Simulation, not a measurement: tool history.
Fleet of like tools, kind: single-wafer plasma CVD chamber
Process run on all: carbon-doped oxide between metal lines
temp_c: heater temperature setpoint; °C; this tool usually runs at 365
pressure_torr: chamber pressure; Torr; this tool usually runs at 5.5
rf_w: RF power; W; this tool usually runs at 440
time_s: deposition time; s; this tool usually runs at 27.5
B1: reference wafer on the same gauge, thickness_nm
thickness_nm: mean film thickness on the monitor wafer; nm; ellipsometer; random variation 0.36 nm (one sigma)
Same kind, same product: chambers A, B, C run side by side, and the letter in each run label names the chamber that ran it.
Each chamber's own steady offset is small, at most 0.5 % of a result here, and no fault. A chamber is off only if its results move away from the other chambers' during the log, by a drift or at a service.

Run 1B, day 0.279: usual settings; B1 144.06. Result: thickness_nm 125.3 nm.
Run 2A, day 0.779: usual settings; B1 143.97. Result: thickness_nm 126.27 nm.
Run 3C, day 1.254: usual settings; B1 143.87. Result: thickness_nm 126.38 nm.
Run 4A, day 1.521: usual settings; B1 143.96. Result: thickness_nm 126.41 nm.
Run 5C, day 1.912: usual settings; B1 144.03. Result: thickness_nm 125.97 nm.
Run 6B, day 2.379: usual settings; B1 143.98. Result: thickness_nm 125.58 nm.
Run 7B, day 2.942: usual settings; B1 144.03. Result: thickness_nm 125.75 nm.
Run 8A, day 3.462: usual settings; B1 143.97. Result: thickness_nm 126.05 nm.
Run 9C, day 3.925: usual settings; B1 144.04. Result: thickness_nm 126.61 nm.
At day 3.967: chamber C: thermocouple changed; heater temperature recalibrated.
Run 10A, day 4.471: usual settings; B1 143.94. Result: thickness_nm 126.19 nm.
At day 4.862: chamber A: RF generator calibrated.
Run 11C, day 4.904: usual settings; B1 143.97. Result: thickness_nm 126.1 nm.
Run 12B, day 5.238: usual settings; B1 144.07. Result: thickness_nm 125.54 nm.
Run 13C, day 5.533: usual settings; B1 143.98. Result: thickness_nm 126.04 nm.
Run 14B, day 5.996: usual settings; B1 143.95. Result: thickness_nm 125.81 nm.
At day 6.042: chamber A: thermocouple changed; heater temperature recalibrated.
Run 15A, day 6.371: usual settings but temp_c 370 °C, time_s 24.7 s; B1 144.01. Result: thickness_nm 111.68 nm.
Run 16B, day 6.662: usual settings but temp_c 370 °C, time_s 24.7 s; B1 143.95. Result: thickness_nm 112 nm.
Run 17A, day 7.133: usual settings but temp_c 370 °C, time_s 24.7 s; B1 143.99. Result: thickness_nm 112.01 nm.
Run 18C, day 7.538: usual settings; B1 143.95. Result: thickness_nm 126.29 nm.
Run 19C, day 7.908: usual settings but temp_c 353 °C, rf_w 410 W; B1 143.93. Result: thickness_nm 123.59 nm.
Run 20A, day 8.262: usual settings but temp_c 353 °C, rf_w 410 W; B1 143.99. Result: thickness_nm 123.5 nm.
Run 21B, day 8.621: usual settings but temp_c 353 °C, rf_w 410 W; B1 143.92. Result: thickness_nm 123.31 nm.
Run 22A, day 9.033: usual settings; B1 143.94. Result: thickness_nm 126.24 nm.
At day 9.154: chamber A: capacitance manometer re-zeroed and calibrated.
Run 23C, day 9.408: usual settings; B1 143.93. Result: thickness_nm 127.17 nm.
Run 24B, day 9.775: usual settings; B1 144.07. Result: thickness_nm 125.77 nm.
Run 25C, day 10.067: usual settings; B1 143.95. Result: thickness_nm 126.1 nm.
Run 26B, day 10.446: usual settings; B1 144.03. Result: thickness_nm 125.43 nm.
Run 27A, day 10.896: usual settings; B1 143.89. Result: thickness_nm 126.38 nm.
Run 28B, day 11.254: usual settings; B1 143.93. Result: thickness_nm 125.66 nm.
Run 29C, day 11.758: usual settings; B1 144. Result: thickness_nm 126.33 nm.
Run 30A, day 12.025: usual settings; B1 143.91. Result: thickness_nm 126.12 nm.
Run 31B, day 12.525: usual settings; B1 144.03. Result: thickness_nm 125.18 nm.

What goes on in this fleet: one chamber off, a drifting gauge, or nothing beyond the chambers' own small offsets? Name the chamber and the cause, if any.

No chamber is off and the gauge is stable; the differences are just each chamber's small, constant offset.

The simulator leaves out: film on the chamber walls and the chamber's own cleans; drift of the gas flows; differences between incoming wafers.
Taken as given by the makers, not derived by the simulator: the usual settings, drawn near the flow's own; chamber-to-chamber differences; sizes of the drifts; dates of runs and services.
